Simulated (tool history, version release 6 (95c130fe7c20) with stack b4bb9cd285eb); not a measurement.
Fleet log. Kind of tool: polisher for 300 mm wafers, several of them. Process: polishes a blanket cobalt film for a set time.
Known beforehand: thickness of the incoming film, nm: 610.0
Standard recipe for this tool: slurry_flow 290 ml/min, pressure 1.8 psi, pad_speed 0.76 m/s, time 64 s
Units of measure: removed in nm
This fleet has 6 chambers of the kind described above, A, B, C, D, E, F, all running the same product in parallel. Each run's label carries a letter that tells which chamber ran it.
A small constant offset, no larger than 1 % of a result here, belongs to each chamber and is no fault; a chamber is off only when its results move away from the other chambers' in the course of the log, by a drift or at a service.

| run | day | slurry_flow | pressure | pad_speed | time | wafers polished on this pad | hours since the slurry nozzle was cleaned | hours since the head pressure was calibrated | removed |
|---|---|---|---|---|---|---|---|---|---|
|  | 0.312 | chamber D: worn pad replaced by a new one |
| 1A | 0.608 | 290 | 1.8 | 0.76 | 64 | 1044 | 123.1 | 472.9 | 189.91 |
|  | 0.675 | chamber A: worn pad replaced by a new one |
| 2B | 1.246 | 290 | 1.8 | 0.76 | 64 | 386 | 644.6 | 619.5 | 189.88 |
| 3E | 1.871 | 290 | 1.8 | 0.76 | 64 | 1197 | 96 | 47.9 | 192.54 |
|  | 2.329 | chamber F: worn pad replaced by a new one |
| 4D | 2.471 | 290 | 1.8 | 0.76 | 64 | 617 | 652.3 | 804.1 | 191.68 |
| 5F | 3.05 | 290 | 1.8 | 0.76 | 64 | 206 | 414.4 | 762.2 | 191.95 |
| 6C | 3.383 | 290 | 1.8 | 0.76 | 64 | 1350 | 112.4 | 264.6 | 193.04 |
|  | 3.575 | chamber C: worn pad replaced by a new one |
|  | 3.592 | chamber D: worn pad replaced by a new one |
|  | 3.833 | chamber A: worn pad replaced by a new one |
| 7D | 3.992 | 290 | 1.8 | 0.76 | 64 | 114 | 688.8 | 840.6 | 185.39 |
|  | 4.471 | chamber A: head pressure recalibrated |
|  | 4.608 | chamber B: worn pad replaced by a new one |
| 8E | 4.612 | 290 | 1.8 | 0.6 | 64 | 1980 | 161.8 | 113.7 | 149.74 |
|  | 4.904 | chamber B: head pressure recalibrated |
| 9C | 5.108 | 290 | 1.8 | 0.6 | 64 | 438 | 153.8 | 306 | 150.78 |
| 10B | 5.596 | 290 | 1.8 | 0.6 | 64 | 282 | 749 | 16.7 | 148.56 |
| 11A | 6.058 | 290 | 1.8 | 0.6 | 64 | 635 | 253.9 | 38.1 | 152.1 |
|  | 6.562 | chamber A: slurry nozzle cleaned |
| 12F | 6.571 | 290 | 1.8 | 0.6 | 64 | 1212 | 498.9 | 846.7 | 152.79 |
|  | 7.046 | chamber D: worn pad replaced by a new one |
| 13F | 7.05 | 290 | 1.8 | 0.6 | 64 | 1348 | 510.4 | 858.2 | 151.35 |
|  | 7.383 | chamber F: worn pad replaced by a new one |
|  | 7.442 | chamber B: slurry nozzle cleaned |
|  | 7.475 | chamber A: worn pad replaced by a new one |
|  | 7.538 | chamber D: slurry nozzle cleaned |
| 14D | 7.679 | 290 | 1.8 | 0.76 | 64 | 181 | 3.5 | 929.1 | 186.14 |
| 15C | 7.971 | 290 | 1.8 | 0.76 | 64 | 1256 | 222.5 | 374.7 | 190.87 |
| 16B | 8.55 | 290 | 1.8 | 0.76 | 64 | 1126 | 26.6 | 87.6 | 188.97 |
|  | 8.679 | chamber C: worn pad replaced by a new one |
|  | 8.775 | chamber B: worn pad replaced by a new one |
| 17A | 9.108 | 290 | 1.8 | 0.76 | 64 | 467 | 61.2 | 111.3 | 192.28 |
| 18E | 9.667 | 290 | 1.8 | 0.76 | 64 | 3424 | 283.1 | 235 | 180.98 |
| 19D | 10.225 | 290 | 2.3 | 0.58 | 64 | 908 | 64.6 | 990.2 | 185.21 |
|  | 10.704 | chamber A: worn pad replaced by a new one |
| 20F | 10.767 | 290 | 2.3 | 0.58 | 64 | 966 | 599.6 | 947.4 | 188.92 |
|  | 10.971 | chamber D: worn pad replaced by a new one |
| 21E | 11.079 | 290 | 2.3 | 0.58 | 64 | 3828 | 317 | 268.9 | 175.82 |
|  | 11.483 | chamber F: worn pad replaced by a new one |
| 22B | 11.5 | 290 | 2.3 | 0.58 | 64 | 779 | 97.4 | 158.4 | 183.01 |
| 23C | 12.138 | 290 | 2.3 | 0.58 | 64 | 988 | 322.5 | 474.7 | 183.57 |
| 24A | 12.575 | 290 | 2.3 | 0.58 | 64 | 534 | 144.4 | 194.5 | 184.84 |
| 25E | 13.146 | 290 | 1.8 | 1.02 | 84 | 4418 | 366.6 | 318.5 | 312.89 |
| 26D | 13.508 | 290 | 1.8 | 1.02 | 84 | 725 | 143.4 | 1069 | 331.9 |
|  | 13.525 | chamber B: worn pad replaced by a new one |
|  | 13.571 | chamber C: worn pad replaced by a new one |
| 27C | 13.85 | 290 | 1.8 | 1.02 | 84 | 80 | 363.6 | 515.8 | 338.98 |
|  | 14.075 | chamber D: worn pad replaced by a new one |
| 28F | 14.475 | 290 | 1.8 | 1.02 | 84 | 854 | 688.6 | 1036.4 | 327.72 |
|  | 14.529 | chamber A: worn pad replaced by a new one |
| 29B | 14.867 | 290 | 1.8 | 1.02 | 84 | 384 | 178.2 | 239.2 | 335.11 |
| 30A | 15.225 | 290 | 1.8 | 1.02 | 84 | 199 | 208 | 258.1 | 334.67 |
| 31B | 15.7 | 290 | 1.8 | 0.76 | 64 | 622 | 198.2 | 259.2 | 189.88 |
| 32F | 16.092 | 290 | 1.8 | 0.76 | 64 | 1316 | 727.4 | 1075.2 | 188.47 |
| 33C | 16.738 | 290 | 1.3 | 0.76 | 54 | 904 | 432.9 | 585.1 | 112.9 |
|  | 17.196 | chamber D: worn pad replaced by a new one |
| 34D | 17.288 | 290 | 1.3 | 0.76 | 54 | 27 | 234.1 | 1159.7 | 113.77 |
|  | 17.662 | chamber A: slurry nozzle cleaned |
|  | 17.788 | chamber A: worn pad replaced by a new one |
| 35A | 17.892 | 290 | 1.3 | 0.76 | 54 | 29 | 5.6 | 322.1 | 118.22 |
| 36E | 18.225 | 290 | 1.3 | 0.76 | 54 | 5869 | 488.5 | 440.4 | 103.91 |

Which is it: a chamber that has drifted or been left off by a service, a gauge drift common to all chambers, or only each chamber's usual small offset? If a chamber is off, name it and its likeliest cause.

One chamber, E, drifts off from the rest bit by bit.
Likeliest cause: removal rate lost through wear of the pad, % = 11.4.
The log may not tell that from: head's pressure below its setpoint, %.

Below are 4 candidate recipes for chamber E's next run, each the usual settings with a change, their results shown as question marks. Which of them brings E's results back in line with what the other chambers give on the usual settings?
To be in line, a result may differ from the other chambers' mean on the usual settings by at most: removed 8.1 nm
| 37E-1 | 18.688 | 295 | 1.8 | 0.76 | 78 |  |  |  | ? |
| 37E-2 | 18.688 | 290 | 1.7 | 0.7 | 60 |  |  |  | ? |
| 37E-3 | 18.688 | 290 | 1.8 | 0.84 | 64 |  |  |  | ? |
| 37E-4 | 18.688 | 285 | 1.6 | 0.76 | 64 |  |  |  | ? |

Usual-settings mean across the other chambers: removed 190.22 nm
| run | removed |
|---|---|
| 37E-1 | 205.49 |
| 37E-2 | 137.05 |
| 37E-3 | 186.32 |
| 37E-4 | 149.25 |
With 37E-3, the chamber falls back in line with the rest.
